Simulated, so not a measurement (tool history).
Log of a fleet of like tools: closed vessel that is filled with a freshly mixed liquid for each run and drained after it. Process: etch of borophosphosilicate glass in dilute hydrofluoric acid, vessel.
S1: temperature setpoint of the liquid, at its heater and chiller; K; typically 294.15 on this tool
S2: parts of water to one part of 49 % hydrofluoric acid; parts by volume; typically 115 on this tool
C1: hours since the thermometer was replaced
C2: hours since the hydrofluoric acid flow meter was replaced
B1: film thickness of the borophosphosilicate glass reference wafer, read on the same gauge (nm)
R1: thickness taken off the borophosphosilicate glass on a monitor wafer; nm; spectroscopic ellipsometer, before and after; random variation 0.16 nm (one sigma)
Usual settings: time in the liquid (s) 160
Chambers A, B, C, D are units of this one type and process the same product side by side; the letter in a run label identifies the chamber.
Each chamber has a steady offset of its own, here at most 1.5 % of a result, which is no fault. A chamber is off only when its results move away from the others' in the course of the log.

{"run": "1B", "day": 0.279, "S1": 294.15, "S2": 115, "time in the liquid (s)": 160, "C1": 556.8, "C2": 131.3, "B1": 79.986, "R1": 40.394}
{"run": "2C", "day": 0.721, "S1": 294.15, "S2": 115, "time in the liquid (s)": 160, "C1": 1978.5, "C2": 557.5, "B1": 79.99, "R1": 41.178}
{"run": "3D", "day": 1.329, "S1": 294.15, "S2": 115, "time in the liquid (s)": 160, "C1": 1200.5, "C2": 669, "B1": 79.999, "R1": 40.947}
{"run": "4A", "day": 1.825, "S1": 294.15, "S2": 115, "time in the liquid (s)": 160, "C1": 1726, "C2": 445.8, "B1": 80.009, "R1": 40.718}
{"run": "5C", "day": 2.242, "S1": 294.15, "S2": 115, "time in the liquid (s)": 160, "C1": 2015, "C2": 594, "B1": 79.99, "R1": 41.342}
{"run": "6B", "day": 2.642, "S1": 294.15, "S2": 115, "time in the liquid (s)": 160, "C1": 613.5, "C2": 188, "B1": 79.998, "R1": 40.521}
{"run": "7D", "day": 3.254, "S1": 294.15, "S2": 115, "time in the liquid (s)": 160, "C1": 1246.7, "C2": 715.2, "B1": 79.988, "R1": 40.824}
{"run": "8A", "day": 3.75, "S1": 294.15, "S2": 85, "time in the liquid (s)": 195, "C1": 1772.2, "C2": 492, "B1": 80.009, "R1": 69.613}
{"run": "9C", "day": 4.054, "S1": 294.15, "S2": 85, "time in the liquid (s)": 195, "C1": 2058.5, "C2": 637.5, "B1": 80.01, "R1": 70.178}
{"run": "10B", "day": 4.342, "S1": 294.15, "S2": 85, "time in the liquid (s)": 195, "C1": 654.3, "C2": 228.8, "B1": 80.009, "R1": 68.68}
{"run": "11D", "day": 4.608, "S1": 294.15, "S2": 85, "time in the liquid (s)": 195, "C1": 1279.2, "C2": 747.7, "B1": 79.995, "R1": 69.419}
{"day": 4.938, "done": "chamber A: hydrofluoric acid flow meter replaced"}
{"run": "12A", "day": 5.104, "S1": 294.15, "S2": 115, "time in the liquid (s)": 160, "C1": 1804.7, "C2": 4, "B1": 80.005, "R1": 40.594}
{"run": "13C", "day": 5.467, "S1": 294.15, "S2": 115, "time in the liquid (s)": 160, "C1": 2092.4, "C2": 671.4, "B1": 80.007, "R1": 41.508}
{"run": "14D", "day": 6.046, "S1": 294.15, "S2": 115, "time in the liquid (s)": 160, "C1": 1313.7, "C2": 782.2, "B1": 80.001, "R1": 40.929}
{"run": "15B", "day": 6.55, "S1": 294.15, "S2": 115, "time in the liquid (s)": 160, "C1": 707.3, "C2": 281.8, "B1": 79.986, "R1": 39.717}
{"day": 7.0, "done": "chamber C: thermometer replaced"}
{"day": 7.088, "done": "chamber D: thermometer replaced"}
{"run": "16A", "day": 7.104, "S1": 291.15, "S2": 115, "time in the liquid (s)": 160, "C1": 1852.7, "C2": 52, "B1": 80.002, "R1": 35.83}
{"run": "17C", "day": 7.488, "S1": 291.15, "S2": 115, "time in the liquid (s)": 160, "C1": 11.8, "C2": 719.9, "B1": 79.999, "R1": 36.76}
{"run": "18A", "day": 7.888, "S1": 291.15, "S2": 115, "time in the liquid (s)": 160, "C1": 1871.5, "C2": 70.8, "B1": 80.013, "R1": 35.963}
{"run": "19B", "day": 8.492, "S1": 291.15, "S2": 115, "time in the liquid (s)": 160, "C1": 753.9, "C2": 328.4, "B1": 80.003, "R1": 34.992}
{"run": "20D", "day": 9.058, "S1": 294.15, "S2": 115, "time in the liquid (s)": 160, "C1": 47.4, "C2": 854.5, "B1": 80.001, "R1": 40.777}
{"run": "21B", "day": 9.442, "S1": 294.15, "S2": 115, "time in the liquid (s)": 160, "C1": 776.7, "C2": 351.2, "B1": 80.03, "R1": 38.974}
{"run": "22C", "day": 10.008, "S1": 294.15, "S2": 115, "time in the liquid (s)": 160, "C1": 72.3, "C2": 780.4, "B1": 80.009, "R1": 41.654}
{"run": "23D", "day": 10.454, "S1": 294.15, "S2": 115, "time in the liquid (s)": 160, "C1": 80.9, "C2": 888, "B1": 79.997, "R1": 40.899}
{"run": "24A", "day": 10.725, "S1": 294.15, "S2": 115, "time in the liquid (s)": 160, "C1": 1939.6, "C2": 138.9, "B1": 80.011, "R1": 40.781}
{"run": "25B", "day": 11.038, "S1": 294.15, "S2": 115, "time in the liquid (s)": 160, "C1": 815, "C2": 389.5, "B1": 80.011, "R1": 38.857}
{"run": "26A", "day": 11.346, "S1": 294.15, "S2": 115, "time in the liquid (s)": 160, "C1": 1954.5, "C2": 153.8, "B1": 80.014, "R1": 40.633}

Decide between three cases: one chamber stands off from its peers, the gauge reading all wafers drifts, or nothing is wrong past each chamber's small offset. Where a chamber is off, say which and what most likely put it there.

Little by little, chamber B moves away from the other chambers.
Most likely cause: liquid colder than its thermometer reads (K) = 1.03.
The log might look much the same if the cause were instead: hydrofluoric acid flow below the setpoint (%).

Below are 4 candidate recipes for chamber B's next run, each the usual settings with a change, their results shown as question marks. Which of them brings B's results back in line with what the other chambers give on the usual settings?
Maximum distance from the other chambers' mean on the usual settings for a result to count as in line: R1 0.55 nm
{"run": "27B-1", "day": 11.779, "S1": 294.15, "S2": 110, "time in the liquid (s)": 160, "R1": "?"}
{"run": "27B-2", "day": 11.779, "S1": 292.15, "S2": 115, "time in the liquid (s)": 160, "R1": "?"}
{"run": "27B-3", "day": 11.779, "S1": 294.15, "S2": 110, "time in the liquid (s)": 165, "R1": "?"}
{"run": "27B-4", "day": 11.779, "S1": 294.15, "S2": 120, "time in the liquid (s)": 160, "R1": "?"}

Usual-settings mean across the other chambers: R1 40.924 nm
run=27B-1 R1=40.809
run=27B-2 R1=35.794
run=27B-3 R1=42.084
run=27B-4 R1=36.977
It is 27B-1 that realigns the chamber with its peers.
